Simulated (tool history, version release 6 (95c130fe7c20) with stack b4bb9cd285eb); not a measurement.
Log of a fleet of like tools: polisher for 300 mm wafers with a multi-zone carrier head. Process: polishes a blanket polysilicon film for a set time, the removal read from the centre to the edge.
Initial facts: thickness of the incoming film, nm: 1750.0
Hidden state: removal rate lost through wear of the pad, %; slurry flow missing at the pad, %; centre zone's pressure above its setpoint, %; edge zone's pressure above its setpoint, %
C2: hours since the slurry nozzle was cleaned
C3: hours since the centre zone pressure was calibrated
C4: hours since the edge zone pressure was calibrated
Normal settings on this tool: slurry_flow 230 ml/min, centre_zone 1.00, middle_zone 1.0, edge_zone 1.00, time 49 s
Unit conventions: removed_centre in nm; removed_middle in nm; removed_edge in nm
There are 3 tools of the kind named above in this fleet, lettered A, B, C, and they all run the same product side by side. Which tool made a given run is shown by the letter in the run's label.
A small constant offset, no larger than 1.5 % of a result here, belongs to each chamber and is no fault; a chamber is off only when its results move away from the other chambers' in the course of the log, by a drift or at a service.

run 1C hour=5.1 | slurry_flow=230 centre_zone=1.00 middle_zone=1.0 edge_zone=1.00 time=49 | wafers_polished_on_this_pad=717 C2=134.4 C3=352.6 C4=305.7 | removed_centre=603.25 removed_middle=596.63 removed_edge=600.70
run 2B hour=10.7 | slurry_flow=230 centre_zone=1.00 middle_zone=1.0 edge_zone=1.00 time=49 | wafers_polished_on_this_pad=299 C2=433.8 C3=326.7 C4=118.3 | removed_centre=587.01 removed_middle=599.76 removed_edge=597.41
run 3A hour=15.6 | slurry_flow=230 centre_zone=1.00 middle_zone=1.0 edge_zone=1.00 time=49 | wafers_polished_on_this_pad=442 C2=311.3 C3=561.2 C4=386.7 | removed_centre=602.53 removed_middle=594.13 removed_edge=594.27
run 4B hour=19.9 | slurry_flow=230 centre_zone=1.00 middle_zone=1.0 edge_zone=1.00 time=49 | wafers_polished_on_this_pad=429 C2=443.0 C3=335.9 C4=127.5 | removed_centre=592.61 removed_middle=589.55 removed_edge=602.92
-- hour=22.6 chamber C: worn pad replaced by a new one
run 5A hour=23.0 | slurry_flow=230 centre_zone=1.00 middle_zone=1.0 edge_zone=1.00 time=49 | wafers_polished_on_this_pad=546 C2=318.7 C3=568.6 C4=394.1 | removed_centre=606.44 removed_middle=592.60 removed_edge=594.18
run 6C hour=27.2 | slurry_flow=230 centre_zone=1.00 middle_zone=1.0 edge_zone=1.00 time=49 | wafers_polished_on_this_pad=65 C2=156.5 C3=374.7 C4=327.8 | removed_centre=595.60 removed_middle=595.27 removed_edge=592.03
run 7B hour=31.1 | slurry_flow=230 centre_zone=1.00 middle_zone=1.0 edge_zone=1.00 time=49 | wafers_polished_on_this_pad=586 C2=454.2 C3=347.1 C4=138.7 | removed_centre=592.06 removed_middle=596.88 removed_edge=614.43
-- hour=34.9 chamber A: worn pad replaced by a new one
run 8C hour=36.6 | slurry_flow=230 centre_zone=1.00 middle_zone=1.0 edge_zone=1.00 time=49 | wafers_polished_on_this_pad=197 C2=165.9 C3=384.1 C4=337.2 | removed_centre=598.82 removed_middle=595.04 removed_edge=602.01
run 9A hour=41.5 | slurry_flow=230 centre_zone=1.00 middle_zone=1.0 edge_zone=1.00 time=49 | wafers_polished_on_this_pad=93 C2=337.2 C3=587.1 C4=412.6 | removed_centre=605.40 removed_middle=587.14 removed_edge=597.60
run 10A hour=46.1 | slurry_flow=230 centre_zone=1.00 middle_zone=1.0 edge_zone=1.00 time=49 | wafers_polished_on_this_pad=157 C2=341.8 C3=591.7 C4=417.2 | removed_centre=600.18 removed_middle=587.72 removed_edge=598.61
run 11C hour=49.2 | slurry_flow=230 centre_zone=1.00 middle_zone=1.0 edge_zone=1.00 time=49 | wafers_polished_on_this_pad=375 C2=178.5 C3=396.7 C4=349.8 | removed_centre=593.84 removed_middle=590.64 removed_edge=590.98
-- hour=53.1 chamber B: worn pad replaced by a new one
run 12B hour=53.1 | slurry_flow=230 centre_zone=1.00 middle_zone=1.0 edge_zone=1.00 time=49 | wafers_polished_on_this_pad=0 C2=476.2 C3=369.1 C4=160.7 | removed_centre=587.21 removed_middle=596.08 removed_edge=602.11
run 13B hour=57.3 | slurry_flow=230 centre_zone=1.00 middle_zone=1.0 edge_zone=1.07 time=49 | wafers_polished_on_this_pad=59 C2=480.4 C3=373.3 C4=164.9 | removed_centre=590.55 removed_middle=590.34 removed_edge=631.53
run 14A hour=63.2 | slurry_flow=230 centre_zone=1.00 middle_zone=1.0 edge_zone=1.07 time=49 | wafers_polished_on_this_pad=398 C2=358.9 C3=608.8 C4=434.3 | removed_centre=603.90 removed_middle=589.39 removed_edge=613.18
-- hour=66.4 chamber C: slurry nozzle cleaned
run 15C hour=67.3 | slurry_flow=230 centre_zone=1.00 middle_zone=1.0 edge_zone=1.07 time=49 | wafers_polished_on_this_pad=629 C2=1.0 C3=414.8 C4=367.9 | removed_centre=599.51 removed_middle=596.12 removed_edge=610.77
-- hour=69.6 chamber A: centre zone pressure recalibrated
run 16A hour=70.2 | slurry_flow=230 centre_zone=1.00 middle_zone=1.0 edge_zone=1.00 time=49 | wafers_polished_on_this_pad=496 C2=365.9 C3=0.7 C4=441.3 | removed_centre=599.14 removed_middle=591.65 removed_edge=596.86
run 17B hour=75.0 | slurry_flow=230 centre_zone=1.00 middle_zone=1.0 edge_zone=1.00 time=49 | wafers_polished_on_this_pad=308 C2=498.1 C3=391.0 C4=182.6 | removed_centre=586.57 removed_middle=592.69 removed_edge=597.34
run 18C hour=78.6 | slurry_flow=230 centre_zone=1.00 middle_zone=1.0 edge_zone=1.00 time=49 | wafers_polished_on_this_pad=788 C2=12.3 C3=426.1 C4=379.2 | removed_centre=605.83 removed_middle=595.53 removed_edge=592.16
run 19B hour=83.3 | slurry_flow=230 centre_zone=1.00 middle_zone=1.1 edge_zone=1.00 time=49 | wafers_polished_on_this_pad=424 C2=506.4 C3=399.3 C4=190.9 | removed_centre=592.84 removed_middle=642.88 removed_edge=602.87
-- hour=85.7 chamber A: worn pad replaced by a new one
run 20A hour=86.1 | slurry_flow=230 centre_zone=1.00 middle_zone=1.1 edge_zone=1.00 time=49 | wafers_polished_on_this_pad=6 C2=381.8 C3=16.6 C4=457.2 | removed_centre=607.89 removed_middle=647.21 removed_edge=593.16
-- hour=88.4 chamber C: worn pad replaced by a new one
run 21C hour=91.5 | slurry_flow=230 centre_zone=1.00 middle_zone=1.1 edge_zone=1.00 time=49 | wafers_polished_on_this_pad=44 C2=25.2 C3=439.0 C4=392.1 | removed_centre=590.89 removed_middle=649.51 removed_edge=594.79
run 22C hour=94.7 | slurry_flow=230 centre_zone=1.00 middle_zone=1.0 edge_zone=1.00 time=49 | wafers_polished_on_this_pad=89 C2=28.4 C3=442.2 C4=395.3 | removed_centre=595.80 removed_middle=601.39 removed_edge=594.39
run 23A hour=98.8 | slurry_flow=230 centre_zone=0.95 middle_zone=1.0 edge_zone=1.00 time=49 | wafers_polished_on_this_pad=184 C2=394.5 C3=29.3 C4=469.9 | removed_centre=572.76 removed_middle=597.70 removed_edge=586.48
run 24B hour=102.3 | slurry_flow=230 centre_zone=0.95 middle_zone=1.0 edge_zone=1.00 time=49 | wafers_polished_on_this_pad=691 C2=525.4 C3=418.3 C4=209.9 | removed_centre=550.74 removed_middle=582.34 removed_edge=587.05
run 25B hour=105.9 | slurry_flow=230 centre_zone=0.95 middle_zone=1.0 edge_zone=1.00 time=49 | wafers_polished_on_this_pad=742 C2=529.0 C3=421.9 C4=213.5 | removed_centre=537.78 removed_middle=574.02 removed_edge=590.68
run 26A hour=109.0 | slurry_flow=230 centre_zone=1.00 middle_zone=1.0 edge_zone=1.00 time=49 | wafers_polished_on_this_pad=328 C2=404.7 C3=39.5 C4=480.1 | removed_centre=607.18 removed_middle=586.59 removed_edge=594.43
-- hour=110.3 chamber B: worn pad replaced by a new one
run 27C hour=111.8 | slurry_flow=230 centre_zone=1.00 middle_zone=1.0 edge_zone=1.00 time=49 | wafers_polished_on_this_pad=330 C2=45.5 C3=459.3 C4=412.4 | removed_centre=596.96 removed_middle=586.86 removed_edge=592.53
run 28B hour=115.5 | slurry_flow=230 centre_zone=1.00 middle_zone=1.0 edge_zone=1.00 time=49 | wafers_polished_on_this_pad=73 C2=538.6 C3=431.5 C4=223.1 | removed_centre=575.21 removed_middle=575.88 removed_edge=588.76
run 29C hour=119.8 | slurry_flow=230 centre_zone=1.00 middle_zone=1.0 edge_zone=1.00 time=49 | wafers_polished_on_this_pad=442 C2=53.5 C3=467.3 C4=420.4 | removed_centre=598.04 removed_middle=593.02 removed_edge=590.15
run 30A hour=122.8 | slurry_flow=230 centre_zone=1.00 middle_zone=1.0 edge_zone=1.00 time=49 | wafers_polished_on_this_pad=522 C2=418.5 C3=53.3 C4=493.9 | removed_centre=606.74 removed_middle=582.10 removed_edge=593.46
run 31B hour=125.7 | slurry_flow=230 centre_zone=1.00 middle_zone=1.0 edge_zone=1.00 time=49 | wafers_polished_on_this_pad=216 C2=548.8 C3=441.7 C4=233.3 | removed_centre=578.34 removed_middle=579.02 removed_edge=586.25
run 32A hour=130.2 | slurry_flow=230 centre_zone=1.00 middle_zone=1.0 edge_zone=1.00 time=49 | wafers_polished_on_this_pad=626 C2=425.9 C3=60.7 C4=501.3 | removed_centre=600.75 removed_middle=582.10 removed_edge=589.61
-- hour=131.9 chamber A: worn pad replaced by a new one
run 33C hour=135.5 | slurry_flow=230 centre_zone=1.00 middle_zone=1.0 edge_zone=1.00 time=49 | wafers_polished_on_this_pad=663 C2=69.2 C3=483.0 C4=436.1 | removed_centre=602.35 removed_middle=598.72 removed_edge=593.69
run 34B hour=138.5 | slurry_flow=230 centre_zone=1.00 middle_zone=1.0 edge_zone=1.00 time=49 | wafers_polished_on_this_pad=396 C2=561.6 C3=454.5 C4=246.1 | removed_centre=570.26 removed_middle=573.31 removed_edge=592.51
run 35C hour=141.8 | slurry_flow=230 centre_zone=1.00 middle_zone=1.0 edge_zone=1.00 time=49 | wafers_polished_on_this_pad=751 C2=75.5 C3=489.3 C4=442.4 | removed_centre=597.42 removed_middle=594.86 removed_edge=600.92
run 36A hour=146.3 | slurry_flow=230 centre_zone=1.00 middle_zone=1.0 edge_zone=1.00 time=49 | wafers_polished_on_this_pad=202 C2=442.0 C3=76.8 C4=517.4 | removed_centre=612.59 removed_middle=584.43 removed_edge=596.69
run 37A hour=151.0 | slurry_flow=230 centre_zone=1.00 middle_zone=1.0 edge_zone=1.00 time=49 | wafers_polished_on_this_pad=269 C2=446.7 C3=81.5 C4=522.1 | removed_centre=612.63 removed_middle=587.68 removed_edge=586.36
run 38C hour=153.8 | slurry_flow=230 centre_zone=1.00 middle_zone=1.0 edge_zone=1.00 time=49 | wafers_polished_on_this_pad=920 C2=87.5 C3=501.3 C4=454.4 | removed_centre=597.09 removed_middle=593.34 removed_edge=589.86
run 39B hour=157.7 | slurry_flow=230 centre_zone=1.00 middle_zone=1.0 edge_zone=1.00 time=49 | wafers_polished_on_this_pad=666 C2=580.8 C3=473.7 C4=265.3 | removed_centre=558.49 removed_middle=554.92 removed_edge=574.28
run 40B hour=161.7 | slurry_flow=230 centre_zone=0.95 middle_zone=1.0 edge_zone=1.00 time=35 | wafers_polished_on_this_pad=722 C2=584.8 C3=477.7 C4=269.3 | removed_centre=377.59 removed_middle=401.87 removed_edge=410.57
run 41A hour=164.6 | slurry_flow=230 centre_zone=0.95 middle_zone=1.0 edge_zone=1.00 time=35 | wafers_polished_on_this_pad=460 C2=460.3 C3=95.1 C4=535.7 | removed_centre=409.65 removed_middle=423.34 removed_edge=424.28

Has any chamber moved away from the others, gradually or after a service, or does the common gauge drift, or do the chambers differ only by their own small steady offsets? State the chamber and the most likely cause if one applies.

Chamber B drifts away from the others.
Likeliest cause: slurry flow missing at the pad, % = 35.4.

Below are 4 candidate recipes for chamber B's next run, each the usual settings with a change, their results shown as question marks. Which of them brings B's results back in line with what the other chambers give on the usual settings?
A result is in line if it is within this distance of the other chambers' mean on the usual settings: removed_centre 14.00 nm; removed_middle 14.00 nm; removed_edge 16.00 nm
run 42B-1 hour=168.9 | slurry_flow=225 centre_zone=0.98 middle_zone=0.99 edge_zone=1.01 time=48 | removed_centre=? removed_middle=? removed_edge=?
run 42B-2 hour=168.9 | slurry_flow=240 centre_zone=1.04 middle_zone=1.01 edge_zone=0.98 time=51 | removed_centre=? removed_middle=? removed_edge=?
run 42B-3 hour=168.9 | slurry_flow=220 centre_zone=0.96 middle_zone=0.99 edge_zone=1.02 time=47 | removed_centre=? removed_middle=? removed_edge=?
run 42B-4 hour=168.9 | slurry_flow=235 centre_zone=1.02 middle_zone=1.01 edge_zone=0.99 time=50 | removed_centre=? removed_middle=? removed_edge=?

The mean the other chambers reach with the usual settings: removed_centre 601.10 nm; removed_middle 592.52 nm; removed_edge 594.79 nm
run=42B-1 removed_centre=522.84 removed_middle=537.79 removed_edge=562.32
run=42B-2 removed_centre=600.71 removed_middle=588.96 removed_edge=593.03
run=42B-3 removed_centre=498.11 removed_middle=524.28 removed_edge=551.74
run=42B-4 removed_centre=574.18 removed_middle=575.19 removed_edge=582.88
42B-2 puts the chamber back in line with the other chambers.
